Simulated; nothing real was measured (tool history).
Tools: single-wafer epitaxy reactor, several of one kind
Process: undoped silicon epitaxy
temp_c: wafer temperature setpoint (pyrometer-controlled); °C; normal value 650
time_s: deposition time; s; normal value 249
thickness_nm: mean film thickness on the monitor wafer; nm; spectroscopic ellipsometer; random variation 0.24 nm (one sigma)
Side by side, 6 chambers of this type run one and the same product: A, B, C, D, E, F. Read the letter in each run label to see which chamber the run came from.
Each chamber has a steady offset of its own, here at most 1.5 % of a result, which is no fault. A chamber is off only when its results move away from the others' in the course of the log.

run   hour  temp_c  time_s  read-back reference wafer on the same gauge, thickness_nm  thickness_nm
 1B    8.8     650     249                                                     40.507        41.938
 2C   17.0     650     249                                                     40.498        41.505
 3D   30.0     650     249                                                     40.513        41.378
 4F   41.9     650     249                                                     40.534        41.742
 5E   48.7     650     249                                                     40.520        41.677
 6A   56.4     650     249                                                     40.471        42.195
 7C   70.8     650     249                                                     40.461        41.674
      79.3  -- chamber B: pyrometer calibrated
 8B   82.6     650     249                                                     40.590        41.863
 9A   91.4     650     249                                                     40.524        42.760
10E   98.7     650     249                                                     40.463        41.560
11D  112.5     650     249                                                     40.530        41.494
12F  126.7     650     249                                                     40.497        42.082
13C  136.3     650     249                                                     40.503        41.806
14B  147.3     650     249                                                     40.426        41.867
15F  155.0     650     249                                                     40.498        42.067
16E  168.4     650     249                                                     40.531        41.938
17A  175.5     650     249                                                     40.534        42.166
18D  183.2     650     249                                                     40.494        41.139
19D  194.1     659     217                                                     40.479        43.881
20F  203.7     659     217                                                     40.485        44.210
21A  215.9     659     217                                                     40.498        44.864
22B  224.2     659     217                                                     40.468        44.594
23E  236.3     659     217                                                     40.473        43.756
24C  244.4     659     217                                                     40.544        44.228
25E  253.2     650     249                                                     40.513        41.559
26A  261.2     650     249                                                     40.497        42.301
27C  270.9     645     249                                                     40.472        37.370
28D  283.4     645     249                                                     40.519        36.865
29B  297.3     645     249                                                     40.486        37.167
30F  309.7     645     249                                                     40.535        37.829
31F  321.2     645     249                                                     40.432        37.714
32D  328.6     645     249                                                     40.540        37.164
33A  342.7     650     249                                                     40.495        42.343
34E  356.7     650     249                                                     40.473        41.784
35B  367.0     650     249                                                     40.561        41.672
36C  379.0     650     249                                                     40.475        41.536
37F  393.4     650     249                                                     40.486        41.972
38A  404.7     650     249                                                     40.539        42.466
39C  414.3     650     249                                                     40.475        41.518

All chambers now run identical settings, listed one chamber a line with results as question marks. What results will each chamber show?
40A  425.4     643     249                                                                        ?
40B  425.4     643     249                                                                        ?
40C  425.4     643     249                                                                        ?
40D  425.4     643     249                                                                        ?
40E  425.4     643     249                                                                        ?
40F  425.4     643     249                                                                        ?

run  thickness_nm
40A        36.206
40B        35.415
40C        35.865
40D        35.455
40E        36.042
40F        36.303

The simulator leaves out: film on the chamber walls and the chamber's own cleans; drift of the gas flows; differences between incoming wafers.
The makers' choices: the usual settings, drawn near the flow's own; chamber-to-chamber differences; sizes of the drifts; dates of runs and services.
